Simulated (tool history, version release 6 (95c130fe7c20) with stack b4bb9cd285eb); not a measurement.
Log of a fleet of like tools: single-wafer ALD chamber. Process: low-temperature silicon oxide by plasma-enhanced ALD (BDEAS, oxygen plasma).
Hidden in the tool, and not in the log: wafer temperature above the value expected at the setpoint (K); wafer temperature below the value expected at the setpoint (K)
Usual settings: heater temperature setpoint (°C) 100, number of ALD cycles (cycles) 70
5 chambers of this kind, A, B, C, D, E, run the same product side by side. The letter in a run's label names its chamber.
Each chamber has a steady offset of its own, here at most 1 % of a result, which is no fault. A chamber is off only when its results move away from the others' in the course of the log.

run    day  heater temperature setpoint (°C)  number of ALD cycles (cycles)  hours since the last thermocouple change  read-back reference wafer on the same gauge, thickness_nm  mean film thickness on the monitor wafer (angstrom)
 1C  0.262                               100                             70                                     777.8                                                     11.502                                              100.460
 2E  0.412                               100                             70                                    1008.9                                                     11.484                                               99.987
 3B  0.604                               100                             70                                    1310.9                                                     11.492                                               99.857
 4A  0.850                               100                             70                                     681.1                                                     11.491                                               99.246
 5D  1.088                               100                             70                                     981.0                                                     11.494                                              100.050
 6C  1.258                               105                             61                                     801.7                                                     11.512                                               86.336
 7E  1.512                               105                             61                                    1035.3                                                     11.499                                               86.618
 8A  1.775                               105                             61                                     703.3                                                     11.506                                               86.834
 9D  2.008                               105                             61                                    1003.1                                                     11.503                                               86.174
10B  2.283                               105                             61                                    1351.2                                                     11.499                                               85.870
11E  2.554                               100                             70                                    1060.3                                                     11.496                                              100.740
12A  2.783                               100                             70                                     727.5                                                     11.491                                               99.889
13C  3.025                               106                             65                                     844.1                                                     11.499                                               91.650
14B  3.258                               106                             65                                    1374.6                                                     11.496                                               91.272
15D  3.438                               106                             65                                    1037.4                                                     11.498                                               91.593
16E  3.708                               106                             65                                    1088.0                                                     11.508                                               92.277
17A  3.925                               106                             65                                     754.9                                                     11.496                                               91.605
18C  4.175                               100                             70                                     871.7                                                     11.500                                               99.481
19B  4.312                               100                             70                                    1399.9                                                     11.500                                              100.540
20D  4.479                               100                             70                                    1062.4                                                     11.494                                               99.646
21D  4.662                               100                             70                                    1066.8                                                     11.504                                               98.864
22B  4.792                               100                             70                                    1411.4                                                     11.504                                               99.684
23E  5.088                               100                             70                                    1121.1                                                     11.504                                               99.985
24A  5.367                               100                             70                                     789.5                                                     11.496                                               99.434
25C  5.546                               100                             70                                     904.6                                                     11.502                                              100.220
26D  5.829                               113                             66                                    1094.8                                                     11.490                                               92.234
27B  6.071                               113                             66                                    1442.1                                                     11.500                                               92.622
28A  6.254                               113                             66                                     810.8                                                     11.512                                               92.308
29C  6.425                               113                             66                                     925.7                                                     11.487                                               91.650
30E  6.579                               113                             66                                    1156.9                                                     11.508                                               92.874
31B  6.871                               100                             70                                    1461.3                                                     11.487                                              100.960
32A  7.067                                87                             70                                     830.3                                                     11.492                                              104.580
33D  7.333                                87                             70                                    1130.9                                                     11.499                                              104.140
34C  7.483                                87                             70                                     951.1                                                     11.492                                              104.520
35E  7.621                                87                             70                                    1181.9                                                     11.485                                              103.370
36A  7.892                                87                             70                                     850.1                                                     11.481                                              104.150

Is one chamber off against the others, does the gauge drift, or is nothing wrong? If a chamber is off, say which, and what the likeliest cause is.

No chamber stands off beyond its own small offset, and the gauge holds steady.

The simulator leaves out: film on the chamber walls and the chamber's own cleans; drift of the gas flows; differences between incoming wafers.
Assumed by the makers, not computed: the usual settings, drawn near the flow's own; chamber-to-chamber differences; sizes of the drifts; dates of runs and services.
